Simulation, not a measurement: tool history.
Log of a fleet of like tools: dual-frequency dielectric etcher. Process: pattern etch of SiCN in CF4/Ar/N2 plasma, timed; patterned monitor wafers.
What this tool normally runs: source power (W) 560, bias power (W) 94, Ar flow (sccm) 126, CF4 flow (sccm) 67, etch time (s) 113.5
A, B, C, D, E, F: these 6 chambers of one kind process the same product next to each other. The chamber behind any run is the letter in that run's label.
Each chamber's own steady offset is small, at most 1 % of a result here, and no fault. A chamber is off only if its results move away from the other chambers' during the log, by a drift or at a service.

run	hour	source power (W)	bias power (W)	Ar flow (sccm)	CF4 flow (sccm)	etch time (s)	read-back reference wafer on the same gauge, depth_nm	mean etch depth across the wafer (Å)
# hour 7.8: chamber B: wet clean of the chamber
1C	12.6	560	94	126	67	113.5	120.11	1249.00
2A	21.0	560	94	126	67	113.5	119.99	1234.50
3E	30.2	560	94	126	67	113.5	120.03	1256.00
4D	36.9	560	94	126	67	113.5	120.05	1242.40
5F	45.8	430	94	126	67	113.5	119.95	992.71
6B	58.4	430	94	126	67	113.5	120.01	990.67
# hour 62.9: chamber A: source power generator calibrated
7D	72.3	430	94	126	67	113.5	120.00	990.66
8A	79.3	430	94	126	67	113.5	119.96	982.23
9E	88.8	430	94	126	67	113.5	119.99	1004.70
10B	99.6	430	94	126	67	113.5	120.07	987.04
11C	107.0	560	94	126	67	113.5	119.92	1238.10
12F	117.9	560	94	126	67	113.5	119.96	1252.30
# hour 129.2: chamber B: Ar flow controller replaced
13F	130.7	560	113	126	77	113.5	120.13	1356.90
# hour 139.6: chamber F: wet clean of the chamber
14B	145.3	560	113	126	77	113.5	120.02	1358.50
15D	154.1	560	113	126	77	113.5	119.98	1363.70
# hour 167.2: chamber D: wet clean of the chamber
16C	168.4	560	113	126	77	113.5	120.10	1361.10
17E	180.2	560	113	126	77	113.5	120.00	1388.20
18A	190.1	560	113	126	77	113.5	119.91	1364.00
19D	199.1	560	94	126	67	137.0	119.97	1479.00
20B	213.4	560	94	126	67	137.0	119.91	1508.50
# hour 223.0: chamber C: wet clean of the chamber
21C	228.3	560	94	126	67	137.0	120.05	1516.10
22F	235.8	560	94	126	67	137.0	119.93	1509.50
23E	243.2	560	94	126	67	137.0	119.96	1521.20
# hour 253.3: chamber E: Ar flow controller replaced
24A	255.7	560	94	126	67	137.0	119.99	1497.50
25D	265.3	560	94	126	67	113.5	119.92	1238.70
# hour 273.7: chamber E: wet clean of the chamber
26C	275.7	560	94	126	67	113.5	119.99	1250.10
27A	286.6	560	94	126	67	113.5	120.03	1241.60
28F	293.0	560	94	126	67	113.5	120.01	1243.40
29B	304.4	560	94	126	67	113.5	120.01	1246.80
30E	317.3	560	94	126	67	113.5	120.01	1255.90
31C	326.6	560	94	126	67	113.5	119.94	1256.80
32A	335.7	560	94	126	67	113.5	119.95	1242.50
# hour 340.9: chamber B: wet clean of the chamber
33D	349.0	560	94	126	67	113.5	119.97	1243.20
34F	359.0	560	94	126	67	113.5	120.05	1248.50
35E	369.9	560	94	126	67	113.5	120.05	1259.80
36B	376.6	500	94	141	67	113.5	119.91	1114.40
37B	386.0	500	94	141	67	113.5	120.01	1100.70
38D	395.7	500	94	141	67	113.5	120.10	1110.00
39C	402.6	500	94	141	67	113.5	119.91	1114.70
40F	415.8	500	94	141	67	113.5	119.84	1118.30
41E	425.5	500	94	141	67	113.5	120.08	1119.10
42A	439.0	560	94	126	67	113.5	119.92	1229.50
43C	448.7	560	94	126	67	113.5	120.06	1248.50

Has any chamber moved away from the others, gradually or after a service, or does the common gauge drift, or do the chambers differ only by their own small steady offsets? State the chamber and the most likely cause if one applies.

Neither any chamber nor the gauge drifts; the chambers differ only by their own small, steady offsets.
